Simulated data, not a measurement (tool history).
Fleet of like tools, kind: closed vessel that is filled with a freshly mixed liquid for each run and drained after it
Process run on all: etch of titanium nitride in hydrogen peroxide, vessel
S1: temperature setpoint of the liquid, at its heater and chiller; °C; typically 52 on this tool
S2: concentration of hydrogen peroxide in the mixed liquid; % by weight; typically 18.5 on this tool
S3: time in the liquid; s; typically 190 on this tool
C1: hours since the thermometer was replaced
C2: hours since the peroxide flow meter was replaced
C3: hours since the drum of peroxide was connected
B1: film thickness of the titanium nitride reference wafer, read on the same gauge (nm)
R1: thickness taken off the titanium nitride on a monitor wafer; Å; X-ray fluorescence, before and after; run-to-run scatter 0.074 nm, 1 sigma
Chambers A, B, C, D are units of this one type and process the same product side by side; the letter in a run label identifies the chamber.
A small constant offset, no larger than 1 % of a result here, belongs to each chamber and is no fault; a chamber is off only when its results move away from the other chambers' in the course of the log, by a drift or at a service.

run	hour	S1	S2	S3	C1	C2	C3	B1	R1
1A	5.7	52	18.5	190	396.4	253.2	579.8	79.982	89.207
2C	10.8	52	18.5	190	279.9	1525.7	117.8	80.029	90.916
3B	14.0	52	18.5	190	717.9	97.4	667.5	80.008	89.733
4D	19.3	52	18.5	190	941.9	112.4	294.3	80.033	90.023
5A	25.1	52	18.5	190	415.8	272.6	599.2	80.014	90.046
6C	30.9	52	18.5	190	300.0	1545.8	137.9	80.009	90.207
7D	34.9	52	18.5	190	957.5	128.0	309.9	80.029	90.595
8B	40.5	52	18.5	190	744.4	123.9	694.0	79.997	89.346
9D	44.6	52	18.5	190	967.2	137.7	319.6	80.013	90.947
10C	48.3	52	21.0	190	317.4	1563.2	155.3	80.012	92.932
11A	51.9	52	21.0	190	442.6	299.4	626.0	80.032	92.804
12B	57.6	52	21.0	190	761.5	141.0	711.1	80.010	93.625
13C	60.4	52	21.0	190	329.5	1575.3	167.4	79.979	91.533
14A	63.7	52	18.5	190	454.4	311.2	637.8	79.954	89.101
15D	67.9	52	18.5	190	990.5	161.0	342.9	80.011	89.788
16B	71.4	52	18.5	190	775.3	154.8	724.9	79.975	91.715
17D	75.4	52	18.5	190	998.0	168.5	350.4	79.987	90.676
18A	80.6	52	18.5	190	471.3	328.1	654.7	80.014	88.711
19B	85.3	52	18.5	190	789.2	168.7	738.8	80.028	93.657
20C	90.9	52	18.5	190	360.0	1605.8	197.9	79.996	88.796
21A	96.3	52	18.5	190	487.0	343.8	670.4	80.011	89.534
22B	99.4	52	18.5	190	803.3	182.8	752.9	80.021	93.525
23D	102.9	52	18.5	190	1025.5	196.0	377.9	79.985	89.350
24C	107.6	52	18.5	190	376.7	1622.5	214.6	79.986	90.563
25C	111.0	52	18.5	190	380.1	1625.9	218.0	79.996	90.569
26D	116.2	52	14.0	190	1038.8	209.3	391.2	79.994	85.379
27B	119.9	52	14.0	190	823.8	203.3	773.4	80.006	91.391
28A	123.6	52	14.0	190	514.3	371.1	697.7	79.998	85.509
29C	126.5	52	14.0	190	395.6	1641.4	233.5	79.980	84.220
30B	131.0	52	15.0	240	834.9	214.4	784.5	79.992	116.920

Read the log: is a single chamber off, either drifting away or since a service, is the gauge that measures every chamber drifting, or is nothing wrong beyond small per-chamber offsets? Name any odd chamber and what most likely caused it.

Chamber B drifts away from the others.
What lies behind it: liquid hotter than its thermometer reads (K) = 1.27.

Below are 4 candidate recipes for chamber B's next run, each the usual settings with a change, their results shown as question marks. Which of them brings B's results back in line with what the other chambers give on the usual settings?
Allowed miss from the other chambers' usual-settings mean, per result, to count as in line: R1 2.600 Å
31B-1	135.2	52	12.0	190					?
31B-2	135.2	52	16.5	190					?
31B-3	135.2	53	18.5	190					?
31B-4	135.2	52	20.5	190					?

The mean the other chambers reach with the usual settings: R1 90.043 Å
run	R1
31B-1	88.799
31B-2	94.808
31B-3	104.270
31B-4	99.221
31B-1 puts the chamber back in line with the other chambers.

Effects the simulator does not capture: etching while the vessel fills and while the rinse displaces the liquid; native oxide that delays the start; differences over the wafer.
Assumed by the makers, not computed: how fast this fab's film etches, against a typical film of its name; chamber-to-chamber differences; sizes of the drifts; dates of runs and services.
